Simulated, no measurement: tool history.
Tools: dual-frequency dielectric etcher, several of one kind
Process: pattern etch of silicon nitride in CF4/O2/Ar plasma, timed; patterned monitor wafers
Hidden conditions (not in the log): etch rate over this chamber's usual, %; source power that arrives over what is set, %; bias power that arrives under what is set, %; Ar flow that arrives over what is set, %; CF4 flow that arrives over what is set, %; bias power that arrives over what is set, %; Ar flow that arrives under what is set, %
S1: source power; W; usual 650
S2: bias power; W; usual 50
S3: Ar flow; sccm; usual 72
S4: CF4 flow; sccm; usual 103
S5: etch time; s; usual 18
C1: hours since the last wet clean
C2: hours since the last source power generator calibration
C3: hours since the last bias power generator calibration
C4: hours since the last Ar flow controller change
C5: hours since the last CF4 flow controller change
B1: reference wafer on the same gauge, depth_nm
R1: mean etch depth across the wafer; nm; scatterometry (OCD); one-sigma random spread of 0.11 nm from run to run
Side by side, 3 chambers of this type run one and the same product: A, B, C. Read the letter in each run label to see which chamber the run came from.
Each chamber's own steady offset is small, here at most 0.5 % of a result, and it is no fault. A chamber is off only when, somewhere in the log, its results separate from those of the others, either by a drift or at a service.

run 1B hour=4.0 | S1=650 S2=50 S3=72 S4=103 S5=18 | C1=477.1 C2=36.0 C3=1862.3 C4=2805.2 C5=1886.1 | B1=52.798 | R1=44.722
run 2A hour=9.8 | S1=650 S2=50 S3=72 S4=103 S5=18 | C1=327.6 C2=2058.2 C3=1287.1 C4=172.7 C5=2492.7 | B1=52.821 | R1=44.857
run 3C hour=16.1 | S1=650 S2=50 S3=72 S4=103 S5=18 | C1=340.9 C2=3379.8 C3=603.4 C4=723.0 C5=1156.9 | B1=52.808 | R1=44.677
run 4A hour=24.1 | S1=650 S2=50 S3=72 S4=103 S5=18 | C1=341.9 C2=2072.5 C3=1301.4 C4=187.0 C5=2507.0 | B1=52.825 | R1=44.971
run 5C hour=27.9 | S1=650 S2=50 S3=72 S4=103 S5=16 | C1=352.7 C2=3391.6 C3=615.2 C4=734.8 C5=1168.7 | B1=52.848 | R1=39.597
run 6B hour=34.6 | S1=650 S2=50 S3=72 S4=103 S5=16 | C1=507.7 C2=66.6 C3=1892.9 C4=2835.8 C5=1916.7 | B1=52.811 | R1=39.774
-- hour=39.5 chamber C: source power generator calibrated
run 7B hour=41.3 | S1=650 S2=50 S3=72 S4=103 S5=16 | C1=514.4 C2=73.3 C3=1899.6 C4=2842.5 C5=1923.4 | B1=52.804 | R1=39.570
run 8C hour=47.8 | S1=650 S2=50 S3=72 S4=103 S5=18 | C1=372.6 C2=8.4 C3=635.1 C4=754.7 C5=1188.6 | B1=52.825 | R1=45.970
run 9A hour=56.0 | S1=780 S2=60 S3=72 S4=103 S5=18 | C1=373.8 C2=2104.4 C3=1333.3 C4=218.9 C5=2538.9 | B1=52.794 | R1=56.203
run 10A hour=59.9 | S1=780 S2=60 S3=72 S4=103 S5=18 | C1=377.7 C2=2108.3 C3=1337.2 C4=222.8 C5=2542.8 | B1=52.749 | R1=56.199
run 11B hour=65.6 | S1=780 S2=60 S3=72 S4=103 S5=18 | C1=538.7 C2=97.6 C3=1923.9 C4=2866.8 C5=1947.7 | B1=52.843 | R1=56.088
run 12C hour=69.5 | S1=650 S2=50 S3=72 S4=103 S5=18 | C1=394.3 C2=30.1 C3=656.8 C4=776.4 C5=1210.3 | B1=52.777 | R1=45.844
run 13A hour=75.8 | S1=650 S2=50 S3=72 S4=103 S5=18 | C1=393.6 C2=2124.2 C3=1353.1 C4=238.7 C5=2558.7 | B1=52.743 | R1=44.771
run 14C hour=82.6 | S1=650 S2=50 S3=72 S4=103 S5=18 | C1=407.4 C2=43.2 C3=669.9 C4=789.5 C5=1223.4 | B1=52.764 | R1=45.940
-- hour=86.0 chamber C: wet clean of the chamber
run 15B hour=88.4 | S1=650 S2=50 S3=72 S4=103 S5=18 | C1=561.5 C2=120.4 C3=1946.7 C4=2889.6 C5=1970.5 | B1=52.800 | R1=44.838
run 16A hour=95.9 | S1=650 S2=50 S3=72 S4=103 S5=18 | C1=413.7 C2=2144.3 C3=1373.2 C4=258.8 C5=2578.8 | B1=52.814 | R1=44.869
run 17C hour=102.1 | S1=650 S2=50 S3=72 S4=103 S5=18 | C1=16.1 C2=62.7 C3=689.4 C4=809.0 C5=1242.9 | B1=52.793 | R1=45.990
run 18B hour=109.0 | S1=650 S2=50 S3=72 S4=103 S5=18 | C1=582.1 C2=141.0 C3=1967.3 C4=2910.2 C5=1991.1 | B1=52.799 | R1=44.716
run 19A hour=116.8 | S1=650 S2=50 S3=72 S4=103 S5=18 | C1=434.6 C2=2165.2 C3=1394.1 C4=279.7 C5=2599.7 | B1=52.781 | R1=44.772
run 20C hour=122.7 | S1=650 S2=50 S3=72 S4=103 S5=18 | C1=36.7 C2=83.3 C3=710.0 C4=829.6 C5=1263.5 | B1=52.791 | R1=45.776
-- hour=129.6 chamber B: wet clean of the chamber
run 21B hour=130.0 | S1=650 S2=50 S3=72 S4=103 S5=18 | C1=0.5 C2=162.0 C3=1988.3 C4=2931.2 C5=2012.1 | B1=52.800 | R1=44.749

Has any chamber moved away from the others, gradually or after a service, or does the common gauge drift, or do the chambers differ only by their own small steady offsets? State the chamber and the most likely cause if one applies.

A service on chamber C put it out of line with the rest.
Cause: source power that arrives over what is set, % = 3.24.

Here are 4 candidates for chamber C's next run, each the usual settings with a change, their results left as question marks. Which one brings its results back in line with what the others give on the usual settings?
Maximum distance from the other chambers' mean on the usual settings for a result to count as in line: R1 0.380 nm
run 22C-1 hour=136.1 | S1=650 S2=53 S3=70 S4=103 S5=18 | R1=?
run 22C-2 hour=136.1 | S1=660 S2=50 S3=72 S4=103 S5=18 | R1=?
run 22C-3 hour=136.1 | S1=640 S2=50 S3=72 S4=103 S5=18 | R1=?
run 22C-4 hour=136.1 | S1=630 S2=50 S3=72 S4=103 S5=18 | R1=?

Average result of the remaining chambers running the usual settings: R1 44.788 nm
run=22C-1 R1=46.988
run=22C-2 R1=46.525
run=22C-3 R1=45.271
run=22C-4 R1=44.642
It is 22C-4 that realigns the chamber with its peers.
